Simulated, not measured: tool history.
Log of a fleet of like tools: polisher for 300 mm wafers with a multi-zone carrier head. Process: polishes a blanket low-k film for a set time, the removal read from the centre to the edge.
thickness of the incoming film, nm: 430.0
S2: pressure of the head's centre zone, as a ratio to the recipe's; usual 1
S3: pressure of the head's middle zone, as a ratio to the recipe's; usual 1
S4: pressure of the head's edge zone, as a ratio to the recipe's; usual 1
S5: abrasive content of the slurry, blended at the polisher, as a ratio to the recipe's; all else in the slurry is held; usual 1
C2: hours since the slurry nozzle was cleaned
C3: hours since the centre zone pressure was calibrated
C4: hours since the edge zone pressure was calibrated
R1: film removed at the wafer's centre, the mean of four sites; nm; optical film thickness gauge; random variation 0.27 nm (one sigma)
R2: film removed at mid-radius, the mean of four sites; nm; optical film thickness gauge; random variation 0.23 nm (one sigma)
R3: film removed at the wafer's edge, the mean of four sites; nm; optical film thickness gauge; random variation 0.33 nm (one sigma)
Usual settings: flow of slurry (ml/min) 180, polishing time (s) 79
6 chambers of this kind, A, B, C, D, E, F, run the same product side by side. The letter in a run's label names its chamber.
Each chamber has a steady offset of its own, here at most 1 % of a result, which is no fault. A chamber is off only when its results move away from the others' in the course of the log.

{"run": "1B", "day": 0.254, "flow of slurry (ml/min)": 180, "S2": 1, "S3": 1, "S4": 1, "S5": 1, "polishing time (s)": 79, "wafers polished on this pad": 713, "C2": 123.1, "C3": 483.2, "C4": 532.1, "R1": 26.239, "R2": 26.357, "R3": 26.499}
{"run": "2E", "day": 0.554, "flow of slurry (ml/min)": 180, "S2": 1, "S3": 1, "S4": 1, "S5": 1, "polishing time (s)": 79, "wafers polished on this pad": 676, "C2": 102.7, "C3": 658.5, "C4": 346.8, "R1": 26.752, "R2": 25.707, "R3": 26.349}
{"day": 0.683, "done": "chamber A: worn pad replaced by a new one"}
{"run": "3F", "day": 0.725, "flow of slurry (ml/min)": 180, "S2": 1, "S3": 1, "S4": 1, "S5": 1, "polishing time (s)": 79, "wafers polished on this pad": 981, "C2": 348.5, "C3": 18.2, "C4": 35.2, "R1": 26.301, "R2": 26.311, "R3": 26.258}
{"run": "4C", "day": 0.938, "flow of slurry (ml/min)": 180, "S2": 1, "S3": 1, "S4": 1, "S5": 1, "polishing time (s)": 79, "wafers polished on this pad": 592, "C2": 325.3, "C3": 474.1, "C4": 147.1, "R1": 25.96, "R2": 25.611, "R3": 25.81}
{"run": "5A", "day": 1.1, "flow of slurry (ml/min)": 180, "S2": 1, "S3": 1, "S4": 1, "S5": 0.75, "polishing time (s)": 106, "wafers polished on this pad": 130, "C2": 679.9, "C3": 980, "C4": 1043.7, "R1": 30.33, "R2": 30.329, "R3": 30.368}
{"run": "6D", "day": 1.238, "flow of slurry (ml/min)": 180, "S2": 1, "S3": 1, "S4": 1, "S5": 0.75, "polishing time (s)": 106, "wafers polished on this pad": 435, "C2": 456.7, "C3": 764.1, "C4": 207.3, "R1": 30.232, "R2": 30.571, "R3": 30.584}
{"run": "7A", "day": 1.462, "flow of slurry (ml/min)": 180, "S2": 1, "S3": 1, "S4": 1, "S5": 0.75, "polishing time (s)": 106, "wafers polished on this pad": 243, "C2": 688.6, "C3": 988.7, "C4": 1052.4, "R1": 30.884, "R2": 30.06, "R3": 30.756}
{"day": 1.512, "done": "chamber F: worn pad replaced by a new one"}
{"run": "8D", "day": 1.738, "flow of slurry (ml/min)": 180, "S2": 1, "S3": 1, "S4": 1, "S5": 0.75, "polishing time (s)": 106, "wafers polished on this pad": 591, "C2": 468.7, "C3": 776.1, "C4": 219.3, "R1": 30.518, "R2": 30.461, "R3": 30.298}
{"day": 1.788, "done": "chamber E: worn pad replaced by a new one"}
{"run": "9E", "day": 1.917, "flow of slurry (ml/min)": 180, "S2": 1, "S3": 1, "S4": 1, "S5": 0.75, "polishing time (s)": 106, "wafers polished on this pad": 40, "C2": 135.4, "C3": 691.2, "C4": 379.5, "R1": 30.735, "R2": 30.38, "R3": 30.141}
{"day": 2.038, "done": "chamber C: worn pad replaced by a new one"}
{"run": "10B", "day": 2.154, "flow of slurry (ml/min)": 180, "S2": 1, "S3": 1, "S4": 1, "S5": 0.75, "polishing time (s)": 106, "wafers polished on this pad": 1304, "C2": 168.7, "C3": 528.8, "C4": 577.7, "R1": 30.657, "R2": 30.321, "R3": 30.276}
{"day": 2.317, "done": "chamber D: worn pad replaced by a new one"}
{"run": "11C", "day": 2.388, "flow of slurry (ml/min)": 180, "S2": 1, "S3": 1, "S4": 1, "S5": 1, "polishing time (s)": 79, "wafers polished on this pad": 109, "C2": 360.1, "C3": 508.9, "C4": 181.9, "R1": 26.092, "R2": 26.104, "R3": 26.201}
{"day": 2.517, "done": "chamber B: worn pad replaced by a new one"}
{"run": "12F", "day": 2.671, "flow of slurry (ml/min)": 180, "S2": 1, "S3": 1, "S4": 1, "S5": 1, "polishing time (s)": 79, "wafers polished on this pad": 360, "C2": 395.2, "C3": 64.9, "C4": 81.9, "R1": 26.362, "R2": 26.304, "R3": 26.441}
{"day": 2.704, "done": "chamber A: worn pad replaced by a new one"}
{"day": 2.883, "done": "chamber A: centre zone pressure recalibrated"}
{"run": "13A", "day": 2.975, "flow of slurry (ml/min)": 180, "S2": 1, "S3": 1, "S4": 1.11, "S5": 0.8, "polishing time (s)": 79, "wafers polished on this pad": 84, "C2": 724.9, "C3": 2.3, "C4": 1088.7, "R1": 25.923, "R2": 23.342, "R3": 24.7}
{"run": "14C", "day": 3.246, "flow of slurry (ml/min)": 180, "S2": 1, "S3": 1, "S4": 1.11, "S5": 0.8, "polishing time (s)": 79, "wafers polished on this pad": 375, "C2": 380.7, "C3": 529.5, "C4": 202.5, "R1": 23.077, "R2": 23.122, "R3": 25.479}
{"run": "15F", "day": 3.492, "flow of slurry (ml/min)": 180, "S2": 1, "S3": 1, "S4": 1.11, "S5": 0.8, "polishing time (s)": 79, "wafers polished on this pad": 615, "C2": 414.9, "C3": 84.6, "C4": 101.6, "R1": 23.367, "R2": 24.014, "R3": 24.934}
{"run": "16B", "day": 3.675, "flow of slurry (ml/min)": 180, "S2": 1, "S3": 1, "S4": 1.11, "S5": 0.8, "polishing time (s)": 79, "wafers polished on this pad": 359, "C2": 205.2, "C3": 565.3, "C4": 614.2, "R1": 23.603, "R2": 23.845, "R3": 25.245}
{"run": "17E", "day": 3.825, "flow of slurry (ml/min)": 180, "S2": 1, "S3": 1, "S4": 1.11, "S5": 0.8, "polishing time (s)": 79, "wafers polished on this pad": 633, "C2": 181.2, "C3": 737, "C4": 425.3, "R1": 23.313, "R2": 23.811, "R3": 24.675}
{"run": "18D", "day": 4.05, "flow of slurry (ml/min)": 180, "S2": 1, "S3": 1, "S4": 1.11, "S5": 0.8, "polishing time (s)": 79, "wafers polished on this pad": 538, "C2": 524.2, "C3": 831.6, "C4": 274.8, "R1": 23.153, "R2": 23.851, "R3": 24.893}
{"run": "19A", "day": 4.321, "flow of slurry (ml/min)": 180, "S2": 1, "S3": 1, "S4": 1, "S5": 1, "polishing time (s)": 79, "wafers polished on this pad": 502, "C2": 757.2, "C3": 34.6, "C4": 1121, "R1": 28.598, "R2": 25.961, "R3": 26.041}
{"day": 4.379, "done": "chamber A: worn pad replaced by a new one"}
{"run": "20D", "day": 4.6, "flow of slurry (ml/min)": 180, "S2": 1, "S3": 1, "S4": 1, "S5": 1, "polishing time (s)": 79, "wafers polished on this pad": 709, "C2": 537.4, "C3": 844.8, "C4": 288, "R1": 26.084, "R2": 26.087, "R3": 26.029}
{"day": 4.612, "done": "chamber D: worn pad replaced by a new one"}
{"day": 4.692, "done": "chamber C: worn pad replaced by a new one"}
{"run": "21E", "day": 4.754, "flow of slurry (ml/min)": 180, "S2": 1, "S3": 1, "S4": 1, "S5": 1, "polishing time (s)": 79, "wafers polished on this pad": 922, "C2": 203.5, "C3": 759.3, "C4": 447.6, "R1": 25.636, "R2": 26.498, "R3": 26.292}
{"run": "22C", "day": 4.933, "flow of slurry (ml/min)": 180, "S2": 1, "S3": 1, "S4": 1, "S5": 1, "polishing time (s)": 79, "wafers polished on this pad": 75, "C2": 421.2, "C3": 570, "C4": 243, "R1": 26.013, "R2": 25.69, "R3": 26.215}
{"run": "23B", "day": 5.204, "flow of slurry (ml/min)": 180, "S2": 1, "S3": 1, "S4": 1, "S5": 1, "polishing time (s)": 79, "wafers polished on this pad": 835, "C2": 241.9, "C3": 602, "C4": 650.9, "R1": 26.623, "R2": 26.17, "R3": 26.063}
{"run": "24F", "day": 5.429, "flow of slurry (ml/min)": 180, "S2": 1, "S3": 1, "S4": 1, "S5": 1, "polishing time (s)": 79, "wafers polished on this pad": 1217, "C2": 461.4, "C3": 131.1, "C4": 148.1, "R1": 26.29, "R2": 26.581, "R3": 25.793}
{"run": "25F", "day": 5.658, "flow of slurry (ml/min)": 180, "S2": 1, "S3": 1, "S4": 1, "S5": 1, "polishing time (s)": 79, "wafers polished on this pad": 1288, "C2": 466.9, "C3": 136.6, "C4": 153.6, "R1": 26.387, "R2": 26.061, "R3": 25.845}
{"day": 5.688, "done": "chamber E: worn pad replaced by a new one"}
{"day": 5.729, "done": "chamber A: slurry nozzle cleaned"}
{"run": "26C", "day": 5.962, "flow of slurry (ml/min)": 180, "S2": 1, "S3": 1, "S4": 1, "S5": 1, "polishing time (s)": 79, "wafers polished on this pad": 395, "C2": 445.9, "C3": 594.7, "C4": 267.7, "R1": 25.671, "R2": 26.628, "R3": 26.057}
{"day": 6.121, "done": "chamber F: worn pad replaced by a new one"}
{"run": "27D", "day": 6.121, "flow of slurry (ml/min)": 180, "S2": 1, "S3": 1, "S4": 1, "S5": 1, "polishing time (s)": 79, "wafers polished on this pad": 469, "C2": 573.9, "C3": 881.3, "C4": 324.5, "R1": 26.214, "R2": 26.347, "R3": 26.092}
{"run": "28B", "day": 6.271, "flow of slurry (ml/min)": 180, "S2": 1, "S3": 1, "S4": 1, "S5": 1, "polishing time (s)": 79, "wafers polished on this pad": 1166, "C2": 267.5, "C3": 627.6, "C4": 676.5, "R1": 26.468, "R2": 26.596, "R3": 25.638}
{"day": 6.392, "done": "chamber A: worn pad replaced by a new one"}
{"day": 6.396, "done": "chamber B: worn pad replaced by a new one"}
{"run": "29A", "day": 6.554, "flow of slurry (ml/min)": 180, "S2": 1, "S3": 1, "S4": 1, "S5": 1, "polishing time (s)": 79, "wafers polished on this pad": 51, "C2": 19.9, "C3": 88.2, "C4": 1174.6, "R1": 28.777, "R2": 26.273, "R3": 26.474}
{"run": "30E", "day": 6.75, "flow of slurry (ml/min)": 180, "S2": 1, "S3": 1, "S4": 1, "S5": 1, "polishing time (s)": 79, "wafers polished on this pad": 330, "C2": 251.4, "C3": 807.2, "C4": 495.5, "R1": 26.384, "R2": 26.589, "R3": 25.672}
{"day": 6.829, "done": "chamber B: edge zone pressure recalibrated"}
{"day": 6.862, "done": "chamber D: worn pad replaced by a new one"}
{"run": "31B", "day": 7.021, "flow of slurry (ml/min)": 180, "S2": 1, "S3": 1, "S4": 1, "S5": 1, "polishing time (s)": 79, "wafers polished on this pad": 194, "C2": 285.5, "C3": 645.6, "C4": 4.7, "R1": 26.635, "R2": 26.066, "R3": 25.831}
{"day": 7.046, "done": "chamber E: slurry nozzle cleaned"}
{"run": "32A", "day": 7.183, "flow of slurry (ml/min)": 180, "S2": 1, "S3": 1, "S4": 1, "S5": 1, "polishing time (s)": 79, "wafers polished on this pad": 246, "C2": 35, "C3": 103.3, "C4": 1189.7, "R1": 28.885, "R2": 26.46, "R3": 26.292}
{"run": "33D", "day": 7.375, "flow of slurry (ml/min)": 180, "S2": 1, "S3": 1, "S4": 1, "S5": 1, "polishing time (s)": 79, "wafers polished on this pad": 160, "C2": 604, "C3": 911.4, "C4": 354.6, "R1": 25.471, "R2": 26.662, "R3": 25.834}
{"run": "34E", "day": 7.638, "flow of slurry (ml/min)": 180, "S2": 1, "S3": 1, "S4": 1, "S5": 1, "polishing time (s)": 79, "wafers polished on this pad": 605, "C2": 14.2, "C3": 828.5, "C4": 516.8, "R1": 26.375, "R2": 26.519, "R3": 25.57}
{"day": 7.696, "done": "chamber C: worn pad replaced by a new one"}
{"run": "35F", "day": 7.908, "flow of slurry (ml/min)": 180, "S2": 1, "S3": 1, "S4": 1, "S5": 1, "polishing time (s)": 79, "wafers polished on this pad": 555, "C2": 520.9, "C3": 190.6, "C4": 207.6, "R1": 26.18, "R2": 26.671, "R3": 26.133}
{"run": "36C", "day": 8.171, "flow of slurry (ml/min)": 180, "S2": 1, "S3": 1, "S4": 1, "S5": 1, "polishing time (s)": 79, "wafers polished on this pad": 147, "C2": 498.9, "C3": 647.7, "C4": 320.7, "R1": 25.896, "R2": 26.13, "R3": 26.569}
{"run": "37E", "day": 8.446, "flow of slurry (ml/min)": 180, "S2": 1, "S3": 1, "S4": 1, "S5": 1, "polishing time (s)": 79, "wafers polished on this pad": 857, "C2": 33.6, "C3": 847.9, "C4": 536.2, "R1": 26.086, "R2": 26.486, "R3": 26.265}
{"run": "38B", "day": 8.696, "flow of slurry (ml/min)": 180, "S2": 1, "S3": 1, "S4": 1, "S5": 1, "polishing time (s)": 79, "wafers polished on this pad": 715, "C2": 325.7, "C3": 685.8, "C4": 44.9, "R1": 26.207, "R2": 26.376, "R3": 26.688}
{"run": "39D", "day": 8.875, "flow of slurry (ml/min)": 180, "S2": 1, "S3": 1, "S4": 1, "S5": 1, "polishing time (s)": 79, "wafers polished on this pad": 626, "C2": 640, "C3": 947.4, "C4": 390.6, "R1": 25.996, "R2": 26.764, "R3": 25.813}

Is one chamber off against the others, does the gauge drift, or is nothing wrong? If a chamber is off, say which, and what the likeliest cause is.

A service left chamber A off against the others.
Cause: centre zone's pressure above its setpoint, % = 8.53.

Here are 4 candidates for chamber A's next run, each the usual settings with a change, their results left as question marks. Which one brings its results back in line with what the others give on the usual settings?
In line means no further than this from the other chambers' mean on the usual settings: R1 0.94 nm; R2 0.82 nm; R3 1.2 nm
{"run": "40A-1", "day": 9.092, "flow of slurry (ml/min)": 180, "S2": 0.98, "S3": 1.01, "S4": 1.01, "S5": 1, "polishing time (s)": 79, "R1": "?", "R2": "?", "R3": "?"}
{"run": "40A-2", "day": 9.092, "flow of slurry (ml/min)": 185, "S2": 1.07, "S3": 0.98, "S4": 0.98, "S5": 1, "polishing time (s)": 79, "R1": "?", "R2": "?", "R3": "?"}
{"run": "40A-3", "day": 9.092, "flow of slurry (ml/min)": 175, "S2": 0.93, "S3": 1.02, "S4": 1.02, "S5": 1, "polishing time (s)": 79, "R1": "?", "R2": "?", "R3": "?"}
{"run": "40A-4", "day": 9.092, "flow of slurry (ml/min)": 180, "S2": 1.02, "S3": 0.99, "S4": 0.99, "S5": 1, "polishing time (s)": 79, "R1": "?", "R2": "?", "R3": "?"}

The other chambers' mean on the usual settings: R1 26.08 nm; R2 26.24 nm; R3 26.191 nm
run=40A-1 R1=27.806 R2=26.076 R3=26.095
run=40A-2 R1=30.745 R2=25.454 R3=25.781
run=40A-3 R1=26.119 R2=26.202 R3=26.137
run=40A-4 R1=29.044 R2=25.59 R3=25.83
40A-3 brings the chamber back in line.

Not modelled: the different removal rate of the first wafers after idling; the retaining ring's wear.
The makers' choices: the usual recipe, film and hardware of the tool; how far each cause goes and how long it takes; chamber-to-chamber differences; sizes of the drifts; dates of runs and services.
